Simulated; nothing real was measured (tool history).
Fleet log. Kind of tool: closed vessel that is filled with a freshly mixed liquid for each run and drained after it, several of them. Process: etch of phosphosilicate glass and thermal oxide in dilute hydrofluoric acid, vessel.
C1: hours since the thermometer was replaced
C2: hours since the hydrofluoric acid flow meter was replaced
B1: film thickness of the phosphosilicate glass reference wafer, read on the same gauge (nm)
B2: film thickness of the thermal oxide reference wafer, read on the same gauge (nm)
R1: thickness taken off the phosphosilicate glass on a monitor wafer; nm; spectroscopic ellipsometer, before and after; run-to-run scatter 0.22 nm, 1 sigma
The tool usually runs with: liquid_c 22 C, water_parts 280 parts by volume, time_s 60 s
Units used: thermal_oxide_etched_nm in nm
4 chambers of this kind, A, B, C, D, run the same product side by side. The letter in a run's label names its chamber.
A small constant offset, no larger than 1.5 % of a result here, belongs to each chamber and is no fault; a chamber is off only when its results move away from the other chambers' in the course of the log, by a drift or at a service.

{"run": "1C", "hour": 3.4, "liquid_c": 22, "water_parts": 280, "time_s": 60, "C1": 388.2, "C2": 391.6, "B1": 40.003, "B2": 30.04, "R1": 32.5, "thermal_oxide_etched_nm": 0.75904}
{"run": "2D", "hour": 6.9, "liquid_c": 22, "water_parts": 280, "time_s": 60, "C1": 2315.7, "C2": 33.8, "B1": 40.027, "B2": 29.973, "R1": 32.731, "thermal_oxide_etched_nm": 0.81555}
{"run": "3B", "hour": 10.3, "liquid_c": 22, "water_parts": 280, "time_s": 60, "C1": 1468.4, "C2": 489.4, "B1": 39.971, "B2": 30.024, "R1": 32.916, "thermal_oxide_etched_nm": 0.81431}
{"run": "4A", "hour": 14.3, "liquid_c": 22, "water_parts": 280, "time_s": 60, "C1": 210.8, "C2": 49.6, "B1": 40.074, "B2": 30.021, "R1": 32.875, "thermal_oxide_etched_nm": 0.77383}
{"run": "5A", "hour": 17.6, "liquid_c": 22, "water_parts": 280, "time_s": 60, "C1": 214.1, "C2": 52.9, "B1": 40.007, "B2": 30.003, "R1": 32.673, "thermal_oxide_etched_nm": 0.80961}
{"run": "6C", "hour": 22.0, "liquid_c": 22, "water_parts": 280, "time_s": 60, "C1": 406.8, "C2": 410.2, "B1": 39.965, "B2": 29.982, "R1": 32.633, "thermal_oxide_etched_nm": 0.76058}
{"run": "7D", "hour": 26.1, "liquid_c": 22, "water_parts": 280, "time_s": 60, "C1": 2334.9, "C2": 53, "B1": 40.033, "B2": 29.926, "R1": 32.585, "thermal_oxide_etched_nm": 0.80387}
{"run": "8B", "hour": 30.7, "liquid_c": 22, "water_parts": 280, "time_s": 60, "C1": 1488.8, "C2": 509.8, "B1": 40.021, "B2": 29.966, "R1": 32.948, "thermal_oxide_etched_nm": 0.75631}
{"run": "9C", "hour": 32.7, "liquid_c": 22, "water_parts": 280, "time_s": 60, "C1": 417.5, "C2": 420.9, "B1": 40.028, "B2": 29.977, "R1": 32.701, "thermal_oxide_etched_nm": 0.79329}
{"run": "10A", "hour": 35.5, "liquid_c": 22, "water_parts": 280, "time_s": 60, "C1": 232, "C2": 70.8, "B1": 40.005, "B2": 30.032, "R1": 32.513, "thermal_oxide_etched_nm": 0.79118}
{"run": "11B", "hour": 39.6, "liquid_c": 22, "water_parts": 280, "time_s": 60, "C1": 1497.7, "C2": 518.7, "B1": 40.004, "B2": 29.984, "R1": 32.852, "thermal_oxide_etched_nm": 0.7926}
{"run": "12D", "hour": 42.7, "liquid_c": 22, "water_parts": 280, "time_s": 60, "C1": 2351.5, "C2": 69.6, "B1": 40.055, "B2": 30.045, "R1": 32.452, "thermal_oxide_etched_nm": 0.82445}
{"run": "13A", "hour": 46.1, "liquid_c": 22, "water_parts": 280, "time_s": 60, "C1": 242.6, "C2": 81.4, "B1": 39.987, "B2": 30.018, "R1": 32.806, "thermal_oxide_etched_nm": 0.74443}
{"run": "14B", "hour": 49.1, "liquid_c": 22, "water_parts": 280, "time_s": 60, "C1": 1507.2, "C2": 528.2, "B1": 40.025, "B2": 29.992, "R1": 32.871, "thermal_oxide_etched_nm": 0.73371}
{"run": "15C", "hour": 51.9, "liquid_c": 22, "water_parts": 280, "time_s": 60, "C1": 436.7, "C2": 440.1, "B1": 40.025, "B2": 29.983, "R1": 32.849, "thermal_oxide_etched_nm": 0.85485}
{"run": "16D", "hour": 54.8, "liquid_c": 22, "water_parts": 280, "time_s": 60, "C1": 2363.6, "C2": 81.7, "B1": 39.991, "B2": 30.021, "R1": 32.491, "thermal_oxide_etched_nm": 0.77564}
{"run": "17C", "hour": 57.9, "liquid_c": 22, "water_parts": 280, "time_s": 60, "C1": 442.7, "C2": 446.1, "B1": 39.974, "B2": 29.989, "R1": 32.717, "thermal_oxide_etched_nm": 0.72893}
{"run": "18D", "hour": 60.1, "liquid_c": 22, "water_parts": 280, "time_s": 60, "C1": 2368.9, "C2": 87, "B1": 39.966, "B2": 30.047, "R1": 32.614, "thermal_oxide_etched_nm": 0.79244}
{"run": "19A", "hour": 64.4, "liquid_c": 22, "water_parts": 280, "time_s": 60, "C1": 260.9, "C2": 99.7, "B1": 39.993, "B2": 30.006, "R1": 32.843, "thermal_oxide_etched_nm": 0.7498}
{"run": "20B", "hour": 68.8, "liquid_c": 22, "water_parts": 280, "time_s": 60, "C1": 1526.9, "C2": 547.9, "B1": 40.004, "B2": 29.975, "R1": 32.501, "thermal_oxide_etched_nm": 0.76876}
{"run": "21A", "hour": 72.3, "liquid_c": 22, "water_parts": 280, "time_s": 60, "C1": 268.8, "C2": 107.6, "B1": 40.053, "B2": 30.012, "R1": 32.804, "thermal_oxide_etched_nm": 0.76979}
{"run": "22C", "hour": 75.2, "liquid_c": 22, "water_parts": 280, "time_s": 60, "C1": 460, "C2": 463.4, "B1": 39.995, "B2": 29.97, "R1": 32.924, "thermal_oxide_etched_nm": 0.79575}
{"run": "23B", "hour": 78.5, "liquid_c": 22, "water_parts": 280, "time_s": 60, "C1": 1536.6, "C2": 557.6, "B1": 40.008, "B2": 29.984, "R1": 32.693, "thermal_oxide_etched_nm": 0.77966}
{"run": "24D", "hour": 80.9, "liquid_c": 22, "water_parts": 280, "time_s": 60, "C1": 2389.7, "C2": 107.8, "B1": 39.996, "B2": 30.007, "R1": 32.444, "thermal_oxide_etched_nm": 0.76349}
{"run": "25D", "hour": 84.6, "liquid_c": 22, "water_parts": 280, "time_s": 60, "C1": 2393.4, "C2": 111.5, "B1": 40.021, "B2": 29.97, "R1": 32.639, "thermal_oxide_etched_nm": 0.82067}
{"run": "26B", "hour": 87.6, "liquid_c": 22, "water_parts": 280, "time_s": 60, "C1": 1545.7, "C2": 566.7, "B1": 40.016, "B2": 29.996, "R1": 32.606, "thermal_oxide_etched_nm": 0.78981}
{"run": "27C", "hour": 90.3, "liquid_c": 22, "water_parts": 280, "time_s": 60, "C1": 475.1, "C2": 478.5, "B1": 40.035, "B2": 29.996, "R1": 32.737, "thermal_oxide_etched_nm": 0.80593}
{"run": "28A", "hour": 93.1, "liquid_c": 22, "water_parts": 280, "time_s": 60, "C1": 289.6, "C2": 128.4, "B1": 39.984, "B2": 29.983, "R1": 32.845, "thermal_oxide_etched_nm": 0.76507}
{"run": "29C", "hour": 97.0, "liquid_c": 22, "water_parts": 280, "time_s": 60, "C1": 481.8, "C2": 485.2, "B1": 39.954, "B2": 29.998, "R1": 33.123, "thermal_oxide_etched_nm": 0.80287}
{"run": "30A", "hour": 99.4, "liquid_c": 22, "water_parts": 280, "time_s": 60, "C1": 295.9, "C2": 134.7, "B1": 39.998, "B2": 29.995, "R1": 32.472, "thermal_oxide_etched_nm": 0.74104}
{"run": "31D", "hour": 101.7, "liquid_c": 23.5, "water_parts": 155, "time_s": 60, "C1": 2410.5, "C2": 128.6, "B1": 40.006, "B2": 30.002, "R1": 70.335, "thermal_oxide_etched_nm": 1.6866}
{"run": "32B", "hour": 104.3, "liquid_c": 23.5, "water_parts": 155, "time_s": 60, "C1": 1562.4, "C2": 583.4, "B1": 40.018, "B2": 29.998, "R1": 70.084, "thermal_oxide_etched_nm": 1.6078}
{"run": "33A", "hour": 107.2, "liquid_c": 23.5, "water_parts": 155, "time_s": 60, "C1": 303.7, "C2": 142.5, "B1": 40.016, "B2": 29.981, "R1": 70.271, "thermal_oxide_etched_nm": 1.7474}
{"run": "34C", "hour": 110.4, "liquid_c": 23.5, "water_parts": 155, "time_s": 60, "C1": 495.2, "C2": 498.6, "B1": 40.004, "B2": 30.035, "R1": 72.183, "thermal_oxide_etched_nm": 1.7293}
{"run": "35B", "hour": 112.5, "liquid_c": 25, "water_parts": 280, "time_s": 30, "C1": 1570.6, "C2": 591.6, "B1": 40.039, "B2": 30.018, "R1": 18.247, "thermal_oxide_etched_nm": 0.435}
{"run": "36D", "hour": 114.7, "liquid_c": 25, "water_parts": 280, "time_s": 30, "C1": 2423.5, "C2": 141.6, "B1": 39.991, "B2": 30.024, "R1": 18.051, "thermal_oxide_etched_nm": 0.4138}
{"run": "37A", "hour": 117.7, "liquid_c": 25, "water_parts": 280, "time_s": 30, "C1": 314.2, "C2": 153, "B1": 40.048, "B2": 29.999, "R1": 18.201, "thermal_oxide_etched_nm": 0.46183}
{"run": "38B", "hour": 120.6, "liquid_c": 25, "water_parts": 280, "time_s": 30, "C1": 1578.7, "C2": 599.7, "B1": 39.96, "B2": 30.007, "R1": 17.93, "thermal_oxide_etched_nm": 0.43878}
{"run": "39D", "hour": 125.1, "liquid_c": 22, "water_parts": 280, "time_s": 60, "C1": 2433.9, "C2": 152, "B1": 39.981, "B2": 29.979, "R1": 32.755, "thermal_oxide_etched_nm": 0.85549}
{"run": "40C", "hour": 127.7, "liquid_c": 22, "water_parts": 280, "time_s": 60, "C1": 512.5, "C2": 515.9, "B1": 39.979, "B2": 30.024, "R1": 32.495, "thermal_oxide_etched_nm": 0.8028}

Which is it: a chamber that has drifted or been left off by a service, a gauge drift common to all chambers, or only each chamber's usual small offset? If a chamber is off, name it and its likeliest cause.

No chamber stands off beyond its own small offset, and the gauge holds steady.
